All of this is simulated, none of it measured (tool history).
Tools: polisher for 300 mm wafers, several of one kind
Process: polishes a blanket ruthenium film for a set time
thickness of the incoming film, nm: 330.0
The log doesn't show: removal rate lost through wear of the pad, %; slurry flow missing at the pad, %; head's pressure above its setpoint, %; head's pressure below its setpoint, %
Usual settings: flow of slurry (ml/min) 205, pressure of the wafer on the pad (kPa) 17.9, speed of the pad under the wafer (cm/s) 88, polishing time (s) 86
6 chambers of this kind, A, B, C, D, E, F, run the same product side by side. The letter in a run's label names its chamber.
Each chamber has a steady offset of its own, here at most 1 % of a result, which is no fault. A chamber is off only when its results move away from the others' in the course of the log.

run,day,flow of slurry (ml/min),pressure of the wafer on the pad (kPa),speed of the pad under the wafer (cm/s),polishing time (s),wafers polished on this pad,hours since the slurry nozzle was cleaned,hours since the head pressure was calibrated,film removed (Å)
# day 0.046: chamber F: worn pad replaced by a new one
1A,0.179,205,17.9,88,86,709,106.5,965.2,1289.8
2F,0.321,205,17.9,88,86,58,16.6,765.2,1265.8
3C,0.558,205,17.9,88,86,697,107.2,1041.9,1250.5
4D,0.704,205,17.9,88,86,333,222.8,331,1233.7
5B,0.917,205,17.9,88,86,512,383.9,717.1,1265.2
6E,1.067,205,17.9,108,96,238,306.7,626.6,1746.1
# day 1.096: chamber B: worn pad replaced by a new one
# day 1.138: chamber C: head pressure recalibrated
# day 1.15: chamber C: worn pad replaced by a new one
7B,1.242,205,17.9,108,96,31,391.7,724.9,1751.6
8E,1.458,205,17.9,108,96,321,316.1,636,1718.3
9F,1.675,205,17.9,108,96,346,49.1,797.7,1727.4
10D,1.858,205,17.9,108,96,579,250.5,358.7,1715.6
11C,1.971,205,17.9,108,96,175,141.1,20,1728.3
12A,2.1,205,17.9,88,86,1118,152.6,1011.3,1272.8
13C,2.242,205,17.9,88,86,232,147.6,26.5,1269.3
# day 2.379: chamber A: worn pad replaced by a new one
14E,2.458,205,17.9,88,86,534,340.1,660,1236.3
15B,2.646,205,17.9,88,86,330,425.4,758.6,1287.1
16A,2.821,240,17.9,88,74,94,169.9,1028.6,1099.7
# day 3.008: chamber D: head pressure recalibrated
17F,3.008,240,17.9,88,74,630,81.1,829.7,1089.3
18D,3.179,240,17.9,88,74,860,282.2,4.1,1098.8
19C,3.342,240,17.9,88,74,466,174,52.9,1097.5
# day 3.504: chamber B: worn pad replaced by a new one
20E,3.521,240,17.9,88,74,761,365.6,685.5,1064.9
21B,3.733,240,17.9,88,74,49,451.5,784.7,1140.2
22D,3.938,205,17.9,88,86,1022,300.4,22.3,1275.3
23F,4.188,205,17.9,88,86,881,109.4,858,1280
24A,4.412,205,17.9,88,86,433,208.1,1066.8,1280.7
25E,4.6,205,17.9,88,86,990,391.5,711.4,1188
# day 4.721: chamber C: worn pad replaced by a new one
26B,4.842,205,15.2,88,86,285,478.1,811.3,1070.1
# day 5.096: chamber D: worn pad replaced by a new one
27F,5.1,205,15.2,88,86,1076,131.3,879.9,1058.4
28C,5.225,205,15.2,88,86,107,219.2,98.1,1062.3
29D,5.442,205,15.2,88,86,73,336.5,58.4,1067.4
30A,5.683,205,15.2,88,86,704,238.6,1097.3,1094
# day 5.796: chamber B: worn pad replaced by a new one
31D,5.825,205,15.2,88,86,155,345.7,67.6,1044.1
# day 5.912: chamber A: head pressure recalibrated
32B,5.992,205,17.9,88,86,42,505.7,838.9,1262.9
33E,6.204,205,17.9,88,86,1332,430,749.9,1142
34C,6.333,205,17.9,88,86,343,245.8,124.7,1226.4
35F,6.475,205,17.9,88,86,1368,164.3,912.9,1250.8
36A,6.633,205,17.9,88,86,906,261.4,17.4,1265.7
37B,6.783,205,17.9,88,86,210,524.7,857.9,1314.9
# day 6.896: chamber F: worn pad replaced by a new one
38D,6.996,205,17.9,88,86,404,373.8,95.7,1245.4
39F,7.142,205,17.9,88,74,52,180.3,928.9,1094.4
# day 7.275: chamber E: worn pad replaced by a new one
40E,7.338,205,17.9,88,74,13,457.2,777.1,994.73
41A,7.45,205,17.9,88,74,1080,281,37,1057.3
42C,7.667,205,17.9,88,74,627,277.8,156.7,1080.6
43B,7.821,205,17.9,88,74,431,549.6,882.8,1126.1

All 6 chambers run these settings next. Forecast each chamber's results:
44A,8.008,275,17.9,88,86,,,,?
44B,8.008,275,17.9,88,86,,,,?
44C,8.008,275,17.9,88,86,,,,?
44D,8.008,275,17.9,88,86,,,,?
44E,8.008,275,17.9,88,86,,,,?
44F,8.008,275,17.9,88,86,,,,?

run,film removed (Å)
44A,1306.3
44B,1315.1
44C,1294.1
44D,1317.7
44E,1168.9
44F,1289.4
